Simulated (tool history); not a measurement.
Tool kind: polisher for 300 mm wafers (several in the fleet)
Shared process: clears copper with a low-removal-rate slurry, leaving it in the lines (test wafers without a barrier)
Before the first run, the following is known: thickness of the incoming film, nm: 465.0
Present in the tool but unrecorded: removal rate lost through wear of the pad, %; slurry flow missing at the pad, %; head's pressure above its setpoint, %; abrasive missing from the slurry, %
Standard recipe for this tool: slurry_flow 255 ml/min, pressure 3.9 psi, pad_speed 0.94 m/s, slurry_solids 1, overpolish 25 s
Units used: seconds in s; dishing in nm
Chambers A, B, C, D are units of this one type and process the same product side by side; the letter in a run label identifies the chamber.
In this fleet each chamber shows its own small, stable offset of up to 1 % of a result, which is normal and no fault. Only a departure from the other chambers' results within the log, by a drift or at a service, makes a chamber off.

run,day,slurry_flow,pressure,pad_speed,slurry_solids,overpolish,wafers polished on this pad,hours since the slurry nozzle was cleaned,hours since the head pressure was calibrated,hours since the slurry blender was calibrated,seconds,dishing
1A,0.092,255,3.9,0.94,1,25,105,862.3,924.4,517.1,149.44,53.973
2B,0.196,255,3.9,0.94,1,25,868,264.7,277.4,361.8,146.07,53.391
3D,0.283,255,3.9,0.94,1,25,1446,493.8,54.1,324,146.48,52.251
4C,0.479,255,3.9,0.94,1,25,753,290.5,15.3,323.4,149.01,53.63
5B,0.671,255,3.9,0.94,1,25,953,276.1,288.8,373.2,145.69,53.21
6D,0.838,255,3.9,0.94,1,25,1546,507.1,67.4,337.3,146.02,54.479
# day 0.875: chamber A: slurry nozzle cleaned
7A,0.925,255,3.9,0.94,1,25,255,1.2,944.4,537.1,145.57,53.341
8C,1.075,255,3.9,0.94,1,25,860,304.8,29.6,337.7,144.25,51.929
# day 1.154: chamber D: worn pad replaced by a new one
9B,1.229,255,2.9,0.94,1,36,1054,289.5,302.2,386.6,195.85,59.252
# day 1.408: chamber A: slurry blender recalibrated
10A,1.421,255,2.9,0.94,1,36,345,13.1,956.3,0.3,197.92,57.768
11D,1.538,255,2.9,0.94,1,36,69,523.9,84.2,354.1,194.26,57.533
# day 1.583: chamber D: slurry nozzle cleaned
12C,1.667,255,2.9,0.94,1,36,966,319,43.8,351.9,197.8,57.757
13B,1.833,255,3.9,0.94,1,25,1162,304,316.7,401.1,145.33,54.49
14A,2.021,255,3.9,0.94,1,25,453,27.5,970.7,14.7,147.96,55.83
# day 2.108: chamber C: worn pad replaced by a new one
15D,2.212,255,3.9,0.94,1,25,190,15.1,100.4,370.3,146.12,56.704
16C,2.371,255,3.9,0.94,1,25,47,335.9,60.7,368.8,147.35,56.691
17A,2.479,215,3.2,0.94,1,25,535,38.5,981.7,25.7,182.23,44.415
# day 2.483: chamber B: worn pad replaced by a new one
18D,2.592,215,3.2,0.94,1,25,259,24.2,109.5,379.4,178.14,44.202
19B,2.754,215,3.2,0.94,1,25,49,326.1,338.8,423.2,181.05,43.726
20C,2.879,215,3.2,0.94,1,25,139,348.1,72.9,381,182.11,44.075
21D,3.029,255,3.9,0.94,1,25,337,34.7,120,389.9,145.01,54.618
22C,3.146,255,3.9,0.94,1,25,187,354.5,79.3,387.4,144.83,50.848
23A,3.342,255,3.9,0.94,1,25,690,59.2,1002.4,46.4,145.53,54.171
24B,3.462,255,3.9,0.94,1,25,176,343.1,355.8,440.2,146.92,55.652
25B,3.579,255,3.9,0.94,1,25,197,345.9,358.6,443,147.16,55.463
26C,3.704,255,3.9,0.94,1,25,287,367.9,92.7,400.8,146.09,55.172
27D,3.796,255,3.9,0.94,1,25,475,53.1,138.4,408.3,147,54.984
28A,3.892,255,3.9,0.94,1,25,789,72.4,1015.6,59.6,150.21,56.248
29D,4.067,255,3.9,0.94,1,25,524,59.6,144.9,414.8,144.73,56.351
30B,4.204,255,3.9,0.94,1,25,310,360.9,373.6,458,144.34,53.524
31A,4.321,255,3.9,0.94,1,25,867,82.7,1025.9,69.9,148.91,55.325
32C,4.512,255,3.9,0.94,1,25,433,387.3,112.1,420.2,147.74,55.322
# day 4.629: chamber A: worn pad replaced by a new one
33B,4.7,255,3.9,0.94,1,25,399,372.8,385.5,469.9,145.49,54.647
34C,4.833,255,3.9,0.94,1,25,491,395,119.8,427.9,146.11,54.376
35A,4.95,255,3.9,0.94,1,25,58,97.8,1041,85,147.53,55.548
36D,5.1,255,3.9,0.94,1,25,710,84.4,169.7,439.6,146.45,52.573
37D,5.258,255,3.9,0.94,1,25,739,88.2,173.5,443.4,146.94,55.063
38C,5.358,255,3.9,0.94,1,25,585,407.6,132.4,440.5,144.56,53.549

Is one chamber off against the others, does the gauge drift, or is nothing wrong? If a chamber is off, say which, and what the likeliest cause is.

All chambers stay in line apart from their small fixed offsets, and the gauge does not drift.
